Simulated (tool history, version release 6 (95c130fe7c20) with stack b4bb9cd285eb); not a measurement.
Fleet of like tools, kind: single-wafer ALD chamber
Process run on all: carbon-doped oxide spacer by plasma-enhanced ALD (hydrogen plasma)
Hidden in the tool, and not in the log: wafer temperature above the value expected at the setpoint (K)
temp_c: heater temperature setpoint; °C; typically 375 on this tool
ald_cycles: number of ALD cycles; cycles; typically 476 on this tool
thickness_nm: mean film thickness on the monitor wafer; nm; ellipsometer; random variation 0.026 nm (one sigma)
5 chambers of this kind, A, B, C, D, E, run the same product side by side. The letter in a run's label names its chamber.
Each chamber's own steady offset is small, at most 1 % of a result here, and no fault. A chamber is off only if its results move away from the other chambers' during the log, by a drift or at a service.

run	hour	temp_c	ald_cycles	hours since the last thermocouple change	read-back reference wafer on the same gauge, thickness_nm	thickness_nm
1C	10.3	375	476	989	27.601	23.779
2A	25.1	375	476	295.2	27.602	23.611
3D	32.1	375	476	2033.9	27.611	23.702
4B	43.1	375	476	1287.6	27.616	23.741
# hour 52.8: chamber C: thermocouple changed; heater temperature recalibrated
5E	56.2	375	476	1458.5	27.618	23.863
6C	66	375	476	13.2	27.624	23.767
7A	80.8	363	445	350.9	27.631	22.094
8B	96.8	363	445	1341.3	27.622	22.207
9E	111.2	363	445	1513.5	27.634	22.274
10D	126.7	363	445	2128.5	27.64	22.177
11C	140.1	363	445	87.3	27.64	22.221
12A	151.5	375	476	421.6	27.646	23.627
13E	166.7	375	476	1569	27.656	23.854
14B	173.9	375	476	1418.4	27.653	23.737
15D	188.6	375	476	2190.4	27.661	23.785
16E	196.5	375	476	1598.8	27.661	23.936
17C	212.6	375	476	159.8	27.669	23.806
18D	220.5	375	476	2222.3	27.671	23.739
19B	230	375	476	1474.5	27.68	23.737
20A	240	375	476	510.1	27.68	23.645
21E	251.2	375	476	1653.5	27.685	23.871
22B	267.5	369	445	1512	27.694	22.181
23D	280.8	369	445	2282.6	27.69	22.183
24C	289.9	369	445	237.1	27.686	22.275
25A	303.6	369	445	573.7	27.698	22.121
26E	311.6	369	445	1713.9	27.699	22.379
27C	320.7	367	476	267.9	27.699	23.839
28B	333.1	367	476	1577.6	27.701	23.82
29A	347.2	367	476	617.3	27.717	23.714
30D	362.8	367	476	2364.6	27.72	23.793
31C	373.1	367	476	320.3	27.709	23.86

Has any chamber moved away from the others, gradually or after a service, or does the common gauge drift, or do the chambers differ only by their own small steady offsets? State the chamber and the most likely cause if one applies.

None of the chambers is off. What moves is the gauge, dragging all their readings along together.
What lies behind it: gauge reads high (%) = 0.446.
